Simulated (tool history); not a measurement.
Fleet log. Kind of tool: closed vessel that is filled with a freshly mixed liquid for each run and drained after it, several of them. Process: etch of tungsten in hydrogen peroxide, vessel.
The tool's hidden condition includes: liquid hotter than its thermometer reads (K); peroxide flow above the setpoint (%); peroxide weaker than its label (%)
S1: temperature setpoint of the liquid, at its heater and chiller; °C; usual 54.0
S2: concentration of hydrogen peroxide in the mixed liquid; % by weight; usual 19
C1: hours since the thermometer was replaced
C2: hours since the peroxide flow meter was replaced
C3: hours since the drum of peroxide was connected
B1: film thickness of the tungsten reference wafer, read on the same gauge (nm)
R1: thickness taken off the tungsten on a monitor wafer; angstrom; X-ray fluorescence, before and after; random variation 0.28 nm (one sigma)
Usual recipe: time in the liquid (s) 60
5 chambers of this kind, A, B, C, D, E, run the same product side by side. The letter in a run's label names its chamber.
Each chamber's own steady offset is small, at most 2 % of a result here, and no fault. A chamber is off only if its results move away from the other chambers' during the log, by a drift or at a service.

{"run": "1A", "hour": 2.8, "S1": 54.0, "S2": 19, "time in the liquid (s)": 60, "C1": 363.5, "C2": 518.4, "C3": 221.1, "B1": 110.02, "R1": 810.52}
{"run": "2E", "hour": 7.3, "S1": 54.0, "S2": 19, "time in the liquid (s)": 60, "C1": 1946.0, "C2": 636.8, "C3": 920.3, "B1": 110.01, "R1": 814.52}
{"run": "3C", "hour": 11.3, "S1": 54.0, "S2": 19, "time in the liquid (s)": 60, "C1": 64.9, "C2": 415.2, "C3": 273.4, "B1": 110.01, "R1": 806.57}
{"run": "4B", "hour": 17.2, "S1": 54.0, "S2": 19, "time in the liquid (s)": 60, "C1": 550.0, "C2": 1503.4, "C3": 855.7, "B1": 110.0, "R1": 807.54}
{"run": "5D", "hour": 22.4, "S1": 54.0, "S2": 19, "time in the liquid (s)": 60, "C1": 1396.3, "C2": 296.7, "C3": 658.0, "B1": 110.0, "R1": 807.66}
{"hour": 26.3, "done": "chamber D: thermometer replaced"}
{"run": "6A", "hour": 28.2, "S1": 54.0, "S2": 19, "time in the liquid (s)": 60, "C1": 388.9, "C2": 543.8, "C3": 246.5, "B1": 109.99, "R1": 808.16}
{"run": "7C", "hour": 33.2, "S1": 54.0, "S2": 19, "time in the liquid (s)": 60, "C1": 86.8, "C2": 437.1, "C3": 295.3, "B1": 110.02, "R1": 807.62}
{"run": "8E", "hour": 36.5, "S1": 54.0, "S2": 19, "time in the liquid (s)": 60, "C1": 1975.2, "C2": 666.0, "C3": 949.5, "B1": 110.02, "R1": 810.51}
{"run": "9D", "hour": 40.9, "S1": 54.0, "S2": 19, "time in the liquid (s)": 60, "C1": 14.7, "C2": 315.2, "C3": 676.5, "B1": 110.0, "R1": 811.78}
{"run": "10B", "hour": 44.9, "S1": 54.0, "S2": 19, "time in the liquid (s)": 60, "C1": 577.7, "C2": 1531.1, "C3": 883.4, "B1": 110.02, "R1": 804.01}
{"run": "11D", "hour": 50.7, "S1": 45.5, "S2": 19, "time in the liquid (s)": 50, "C1": 24.5, "C2": 325.0, "C3": 686.3, "B1": 110.03, "R1": 400.77}
{"run": "12C", "hour": 55.2, "S1": 45.5, "S2": 19, "time in the liquid (s)": 50, "C1": 108.8, "C2": 459.1, "C3": 317.3, "B1": 110.0, "R1": 398.91}
{"run": "13B", "hour": 61.1, "S1": 45.5, "S2": 19, "time in the liquid (s)": 50, "C1": 593.9, "C2": 1547.3, "C3": 899.6, "B1": 109.96, "R1": 397.32}
{"hour": 62.8, "done": "chamber D: new drum of peroxide connected"}
{"run": "14A", "hour": 63.8, "S1": 45.5, "S2": 19, "time in the liquid (s)": 50, "C1": 424.5, "C2": 579.4, "C3": 282.1, "B1": 110.02, "R1": 399.7}
{"run": "15E", "hour": 67.7, "S1": 45.5, "S2": 19, "time in the liquid (s)": 50, "C1": 2006.4, "C2": 697.2, "C3": 980.7, "B1": 110.03, "R1": 401.43}
{"run": "16D", "hour": 72.1, "S1": 54.0, "S2": 19, "time in the liquid (s)": 60, "C1": 45.9, "C2": 346.4, "C3": 9.3, "B1": 110.0, "R1": 802.58}
{"hour": 72.7, "done": "chamber C: new drum of peroxide connected"}
{"run": "17E", "hour": 76.8, "S1": 54.0, "S2": 19, "time in the liquid (s)": 60, "C1": 2015.5, "C2": 706.3, "C3": 989.8, "B1": 109.97, "R1": 816.28}
{"run": "18B", "hour": 81.2, "S1": 54.0, "S2": 19, "time in the liquid (s)": 60, "C1": 614.0, "C2": 1567.4, "C3": 919.7, "B1": 109.99, "R1": 815.14}
{"run": "19A", "hour": 86.3, "S1": 54.0, "S2": 19, "time in the liquid (s)": 60, "C1": 447.0, "C2": 601.9, "C3": 304.6, "B1": 109.98, "R1": 801.47}
{"run": "20C", "hour": 90.4, "S1": 54.0, "S2": 19, "time in the liquid (s)": 60, "C1": 144.0, "C2": 494.3, "C3": 17.7, "B1": 110.02, "R1": 807.68}
{"run": "21D", "hour": 96.7, "S1": 45.5, "S2": 15, "time in the liquid (s)": 60, "C1": 70.5, "C2": 371.0, "C3": 33.9, "B1": 110.02, "R1": 423.66}
{"run": "22E", "hour": 99.9, "S1": 45.5, "S2": 15, "time in the liquid (s)": 60, "C1": 2038.6, "C2": 729.4, "C3": 1012.9, "B1": 109.99, "R1": 429.39}
{"run": "23C", "hour": 104.4, "S1": 45.5, "S2": 15, "time in the liquid (s)": 60, "C1": 158.0, "C2": 508.3, "C3": 31.7, "B1": 110.0, "R1": 423.94}
{"run": "24A", "hour": 107.6, "S1": 45.5, "S2": 15, "time in the liquid (s)": 60, "C1": 468.3, "C2": 623.2, "C3": 325.9, "B1": 109.97, "R1": 421.12}
{"run": "25B", "hour": 111.8, "S1": 45.5, "S2": 15, "time in the liquid (s)": 60, "C1": 644.6, "C2": 1598.0, "C3": 950.3, "B1": 110.01, "R1": 426.76}
{"run": "26A", "hour": 117.4, "S1": 54.0, "S2": 19, "time in the liquid (s)": 75, "C1": 478.1, "C2": 633.0, "C3": 335.7, "B1": 109.99, "R1": 989.95}
{"run": "27B", "hour": 120.7, "S1": 54.0, "S2": 19, "time in the liquid (s)": 75, "C1": 653.5, "C2": 1606.9, "C3": 959.2, "B1": 109.97, "R1": 1009.6}
{"run": "28C", "hour": 125.4, "S1": 54.0, "S2": 19, "time in the liquid (s)": 75, "C1": 179.0, "C2": 529.3, "C3": 52.7, "B1": 109.99, "R1": 1006.8}
{"run": "29D", "hour": 129.4, "S1": 54.0, "S2": 19, "time in the liquid (s)": 75, "C1": 103.2, "C2": 403.7, "C3": 66.6, "B1": 109.98, "R1": 1017.9}
{"run": "30E", "hour": 132.5, "S1": 54.0, "S2": 19, "time in the liquid (s)": 75, "C1": 2071.2, "C2": 762.0, "C3": 1045.5, "B1": 110.0, "R1": 1015.5}
{"run": "31C", "hour": 138.6, "S1": 54.0, "S2": 19, "time in the liquid (s)": 60, "C1": 192.2, "C2": 542.5, "C3": 65.9, "B1": 109.98, "R1": 808.58}
{"run": "32B", "hour": 141.6, "S1": 54.0, "S2": 19, "time in the liquid (s)": 60, "C1": 674.4, "C2": 1627.8, "C3": 980.1, "B1": 110.0, "R1": 809.84}
{"run": "33E", "hour": 146.6, "S1": 54.0, "S2": 19, "time in the liquid (s)": 60, "C1": 2085.3, "C2": 776.1, "C3": 1059.6, "B1": 110.01, "R1": 812.14}
{"run": "34A", "hour": 149.9, "S1": 54.0, "S2": 19, "time in the liquid (s)": 60, "C1": 510.6, "C2": 665.5, "C3": 368.2, "B1": 110.01, "R1": 782.9}
{"run": "35D", "hour": 156.0, "S1": 54.0, "S2": 19, "time in the liquid (s)": 60, "C1": 129.8, "C2": 430.3, "C3": 93.2, "B1": 109.97, "R1": 811.69}
{"run": "36B", "hour": 161.9, "S1": 54.0, "S2": 19, "time in the liquid (s)": 60, "C1": 694.7, "C2": 1648.1, "C3": 1000.4, "B1": 110.01, "R1": 802.12}
{"run": "37A", "hour": 165.7, "S1": 54.0, "S2": 19, "time in the liquid (s)": 60, "C1": 526.4, "C2": 681.3, "C3": 384.0, "B1": 109.99, "R1": 785.39}

Does one chamber stand apart from the rest, does the shared gauge drift, or is all well apart from small per-chamber offsets? Give the chamber and the most likely cause, where there is one.

One chamber, A, drifts off from the rest bit by bit.
Most likely cause: peroxide weaker than its label (%) = 6.51.
From this log alone, it may not be told apart from: liquid colder than its thermometer reads (K); peroxide flow below the setpoint (%).

Chamber A could run next with any of the 4 candidate recipes listed below; each alters the usual settings, and their results appear as question marks. Which one brings its results back in line with what the other chambers deliver on the usual settings?
Allowed miss from the other chambers' usual-settings mean, per result, to count as in line: R1 10.00 angstrom
{"run": "38A-1", "hour": 170.2, "S1": 54.0, "S2": 18.5, "time in the liquid (s)": 60, "R1": "?"}
{"run": "38A-2", "hour": 170.2, "S1": 54.0, "S2": 17.5, "time in the liquid (s)": 60, "R1": "?"}
{"run": "38A-3", "hour": 170.2, "S1": 54.0, "S2": 20.5, "time in the liquid (s)": 60, "R1": "?"}
{"run": "38A-4", "hour": 170.2, "S1": 54.0, "S2": 19.5, "time in the liquid (s)": 60, "R1": "?"}

What the other chambers average on the usual settings: R1 809.36 angstrom
run=38A-1 R1=768.43
run=38A-2 R1=747.40
run=38A-3 R1=808.86
run=38A-4 R1=788.91
38A-3 puts the chamber back in line with the other chambers.

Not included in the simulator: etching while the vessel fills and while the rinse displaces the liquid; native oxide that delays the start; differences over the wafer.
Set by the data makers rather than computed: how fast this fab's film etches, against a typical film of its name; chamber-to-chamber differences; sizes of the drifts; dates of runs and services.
